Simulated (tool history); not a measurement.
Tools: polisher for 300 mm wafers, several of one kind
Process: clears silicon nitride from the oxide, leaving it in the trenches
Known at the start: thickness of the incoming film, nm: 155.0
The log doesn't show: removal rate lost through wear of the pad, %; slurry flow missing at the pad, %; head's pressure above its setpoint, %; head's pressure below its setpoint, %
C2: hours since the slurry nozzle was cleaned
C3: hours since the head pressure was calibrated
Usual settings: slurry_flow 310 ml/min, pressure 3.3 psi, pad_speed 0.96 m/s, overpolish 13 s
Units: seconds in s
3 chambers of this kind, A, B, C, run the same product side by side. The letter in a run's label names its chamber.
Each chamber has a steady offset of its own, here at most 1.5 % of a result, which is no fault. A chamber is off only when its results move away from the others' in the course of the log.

{"run": "1A", "hour": 10.7, "slurry_flow": 310, "pressure": 3.3, "pad_speed": 0.96, "overpolish": 13, "wafers polished on this pad": 821, "C2": 597.3, "C3": 641.5, "seconds": 128.71}
{"run": "2C", "hour": 16.3, "slurry_flow": 310, "pressure": 3.3, "pad_speed": 0.96, "overpolish": 13, "wafers polished on this pad": 456, "C2": 390.1, "C3": 39.8, "seconds": 131.5}
{"run": "3B", "hour": 26.1, "slurry_flow": 310, "pressure": 3.3, "pad_speed": 0.96, "overpolish": 13, "wafers polished on this pad": 362, "C2": 202.6, "C3": 725.8, "seconds": 130.31}
{"run": "4B", "hour": 36.5, "slurry_flow": 310, "pressure": 3.3, "pad_speed": 0.96, "overpolish": 13, "wafers polished on this pad": 425, "C2": 213, "C3": 736.2, "seconds": 129.44}
{"run": "5A", "hour": 44.7, "slurry_flow": 310, "pressure": 3.3, "pad_speed": 0.96, "overpolish": 13, "wafers polished on this pad": 1026, "C2": 631.3, "C3": 675.5, "seconds": 128.36}
{"run": "6C", "hour": 52.5, "slurry_flow": 310, "pressure": 3.3, "pad_speed": 0.96, "overpolish": 13, "wafers polished on this pad": 674, "C2": 426.3, "C3": 76, "seconds": 131.08}
{"hour": 52.9, "done": "chamber B: worn pad replaced by a new one"}
{"run": "7A", "hour": 61.6, "slurry_flow": 310, "pressure": 3.3, "pad_speed": 0.96, "overpolish": 13, "wafers polished on this pad": 1128, "C2": 648.2, "C3": 692.4, "seconds": 128.14}
{"run": "8B", "hour": 72.4, "slurry_flow": 310, "pressure": 3.3, "pad_speed": 0.96, "overpolish": 13, "wafers polished on this pad": 117, "C2": 248.9, "C3": 772.1, "seconds": 131.49}
{"run": "9C", "hour": 80.0, "slurry_flow": 310, "pressure": 3.3, "pad_speed": 0.96, "overpolish": 13, "wafers polished on this pad": 840, "C2": 453.8, "C3": 103.5, "seconds": 130.26}
{"run": "10A", "hour": 85.3, "slurry_flow": 310, "pressure": 3.3, "pad_speed": 0.96, "overpolish": 13, "wafers polished on this pad": 1271, "C2": 671.9, "C3": 716.1, "seconds": 130.5}
{"hour": 86.7, "done": "chamber A: worn pad replaced by a new one"}
{"hour": 87.4, "done": "chamber A: head pressure recalibrated"}
{"run": "11C", "hour": 93.9, "slurry_flow": 310, "pressure": 3.3, "pad_speed": 0.96, "overpolish": 13, "wafers polished on this pad": 924, "C2": 467.7, "C3": 117.4, "seconds": 133.01}
{"hour": 95.6, "done": "chamber A: slurry nozzle cleaned"}
{"run": "12B", "hour": 103.9, "slurry_flow": 310, "pressure": 3.3, "pad_speed": 0.96, "overpolish": 13, "wafers polished on this pad": 307, "C2": 280.4, "C3": 803.6, "seconds": 131.81}
{"run": "13C", "hour": 115.2, "slurry_flow": 310, "pressure": 3.3, "pad_speed": 0.96, "overpolish": 13, "wafers polished on this pad": 1052, "C2": 489, "C3": 138.7, "seconds": 133.54}
{"run": "14A", "hour": 123.2, "slurry_flow": 310, "pressure": 3.3, "pad_speed": 0.96, "overpolish": 13, "wafers polished on this pad": 220, "C2": 27.7, "C3": 35.9, "seconds": 129.34}
{"run": "15B", "hour": 132.9, "slurry_flow": 310, "pressure": 4.1, "pad_speed": 0.84, "overpolish": 13, "wafers polished on this pad": 482, "C2": 309.4, "C3": 832.6, "seconds": 124.01}
{"run": "16B", "hour": 138.3, "slurry_flow": 310, "pressure": 4.1, "pad_speed": 0.84, "overpolish": 13, "wafers polished on this pad": 515, "C2": 314.8, "C3": 838, "seconds": 122.45}
{"hour": 142.9, "done": "chamber B: worn pad replaced by a new one"}
{"run": "17A", "hour": 145.7, "slurry_flow": 310, "pressure": 4.1, "pad_speed": 0.84, "overpolish": 13, "wafers polished on this pad": 356, "C2": 50.2, "C3": 58.4, "seconds": 120.6}
{"run": "18C", "hour": 152.8, "slurry_flow": 310, "pressure": 2.9, "pad_speed": 0.68, "overpolish": 13, "wafers polished on this pad": 1279, "C2": 526.6, "C3": 176.3, "seconds": 217.19}
{"run": "19B", "hour": 161.1, "slurry_flow": 310, "pressure": 2.9, "pad_speed": 0.68, "overpolish": 13, "wafers polished on this pad": 109, "C2": 337.6, "C3": 860.8, "seconds": 215.82}
{"run": "20A", "hour": 166.5, "slurry_flow": 310, "pressure": 2.9, "pad_speed": 0.68, "overpolish": 13, "wafers polished on this pad": 481, "C2": 71, "C3": 79.2, "seconds": 206.54}
{"hour": 170.5, "done": "chamber C: worn pad replaced by a new one"}
{"run": "21C", "hour": 172.5, "slurry_flow": 310, "pressure": 3.3, "pad_speed": 0.96, "overpolish": 13, "wafers polished on this pad": 12, "C2": 546.3, "C3": 196, "seconds": 130.32}
{"run": "22A", "hour": 183.6, "slurry_flow": 310, "pressure": 3.3, "pad_speed": 0.96, "overpolish": 13, "wafers polished on this pad": 584, "C2": 88.1, "C3": 96.3, "seconds": 130.84}
{"run": "23B", "hour": 194.2, "slurry_flow": 310, "pressure": 3.3, "pad_speed": 0.96, "overpolish": 13, "wafers polished on this pad": 309, "C2": 370.7, "C3": 893.9, "seconds": 134.74}
{"run": "24C", "hour": 203.0, "slurry_flow": 310, "pressure": 3.3, "pad_speed": 0.96, "overpolish": 13, "wafers polished on this pad": 196, "C2": 576.8, "C3": 226.5, "seconds": 133.38}
{"run": "25B", "hour": 209.7, "slurry_flow": 310, "pressure": 3.3, "pad_speed": 0.96, "overpolish": 13, "wafers polished on this pad": 403, "C2": 386.2, "C3": 909.4, "seconds": 135.22}
{"run": "26C", "hour": 218.1, "slurry_flow": 310, "pressure": 3.3, "pad_speed": 0.96, "overpolish": 13, "wafers polished on this pad": 287, "C2": 591.9, "C3": 241.6, "seconds": 131.53}
{"run": "27A", "hour": 228.8, "slurry_flow": 310, "pressure": 3.3, "pad_speed": 0.96, "overpolish": 13, "wafers polished on this pad": 857, "C2": 133.3, "C3": 141.5, "seconds": 129.65}
{"hour": 234.9, "done": "chamber B: worn pad replaced by a new one"}
{"run": "28B", "hour": 238.9, "slurry_flow": 310, "pressure": 3.3, "pad_speed": 0.96, "overpolish": 13, "wafers polished on this pad": 24, "C2": 415.4, "C3": 938.6, "seconds": 139.82}
{"run": "29C", "hour": 250.1, "slurry_flow": 310, "pressure": 3.3, "pad_speed": 0.96, "overpolish": 13, "wafers polished on this pad": 480, "C2": 623.9, "C3": 273.6, "seconds": 133.7}
{"run": "30A", "hour": 260.4, "slurry_flow": 310, "pressure": 3.3, "pad_speed": 0.96, "overpolish": 13, "wafers polished on this pad": 1048, "C2": 164.9, "C3": 173.1, "seconds": 130.16}
{"run": "31B", "hour": 267.9, "slurry_flow": 310, "pressure": 3.3, "pad_speed": 0.96, "overpolish": 13, "wafers polished on this pad": 199, "C2": 444.4, "C3": 967.6, "seconds": 140.32}
{"run": "32A", "hour": 275.4, "slurry_flow": 310, "pressure": 3.3, "pad_speed": 0.96, "overpolish": 13, "wafers polished on this pad": 1138, "C2": 179.9, "C3": 188.1, "seconds": 130.42}
{"run": "33C", "hour": 284.6, "slurry_flow": 310, "pressure": 3.3, "pad_speed": 0.96, "overpolish": 13, "wafers polished on this pad": 688, "C2": 658.4, "C3": 308.1, "seconds": 133.44}
{"run": "34C", "hour": 290.5, "slurry_flow": 310, "pressure": 3.3, "pad_speed": 0.96, "overpolish": 13, "wafers polished on this pad": 724, "C2": 664.3, "C3": 314, "seconds": 133.9}
{"hour": 296.3, "done": "chamber A: worn pad replaced by a new one"}
{"run": "35B", "hour": 296.8, "slurry_flow": 310, "pressure": 3.3, "pad_speed": 0.96, "overpolish": 13, "wafers polished on this pad": 373, "C2": 473.3, "C3": 996.5, "seconds": 139.65}
{"run": "36A", "hour": 301.9, "slurry_flow": 310, "pressure": 3.3, "pad_speed": 0.96, "overpolish": 13, "wafers polished on this pad": 34, "C2": 206.4, "C3": 214.6, "seconds": 130.64}
{"run": "37C", "hour": 310.3, "slurry_flow": 310, "pressure": 3.3, "pad_speed": 0.96, "overpolish": 13, "wafers polished on this pad": 843, "C2": 684.1, "C3": 333.8, "seconds": 131.15}
{"hour": 315.0, "done": "chamber B: slurry nozzle cleaned"}
{"run": "38A", "hour": 316.3, "slurry_flow": 310, "pressure": 3.3, "pad_speed": 0.96, "overpolish": 13, "wafers polished on this pad": 121, "C2": 220.8, "C3": 229, "seconds": 128.54}
{"run": "39B", "hour": 325.2, "slurry_flow": 400, "pressure": 3.3, "pad_speed": 0.96, "overpolish": 6, "wafers polished on this pad": 544, "C2": 10.3, "C3": 1024.9, "seconds": 139.77}
{"run": "40C", "hour": 330.9, "slurry_flow": 400, "pressure": 3.3, "pad_speed": 0.96, "overpolish": 6, "wafers polished on this pad": 967, "C2": 704.7, "C3": 354.4, "seconds": 128.51}

What goes on in this fleet: one chamber off, a drifting gauge, or nothing beyond the chambers' own small offsets? Name the chamber and the cause, if any.

Chamber B drifts away from the others.
Cause: head's pressure below its setpoint, % = 8.9.

Here are 4 candidates for chamber B's next run, each the usual settings with a change, their results left as question marks. Which one brings its results back in line with what the others give on the usual settings?
In line means no further than this from the other chambers' mean on the usual settings: seconds 4.1 s
{"run": "41B-1", "hour": 339.0, "slurry_flow": 310, "pressure": 3.3, "pad_speed": 1.04, "overpolish": 13, "seconds": "?"}
{"run": "41B-2", "hour": 339.0, "slurry_flow": 310, "pressure": 3.3, "pad_speed": 0.88, "overpolish": 13, "seconds": "?"}
{"run": "41B-3", "hour": 339.0, "slurry_flow": 310, "pressure": 3.4, "pad_speed": 0.96, "overpolish": 13, "seconds": "?"}
{"run": "41B-4", "hour": 339.0, "slurry_flow": 310, "pressure": 3.3, "pad_speed": 0.94, "overpolish": 13, "seconds": "?"}

The other chambers' mean on the usual settings: seconds 130.95 s
run=41B-1 seconds=132.84
run=41B-2 seconds=157.39
run=41B-3 seconds=139.83
run=41B-4 seconds=147.19
41B-1 brings the chamber back in line.

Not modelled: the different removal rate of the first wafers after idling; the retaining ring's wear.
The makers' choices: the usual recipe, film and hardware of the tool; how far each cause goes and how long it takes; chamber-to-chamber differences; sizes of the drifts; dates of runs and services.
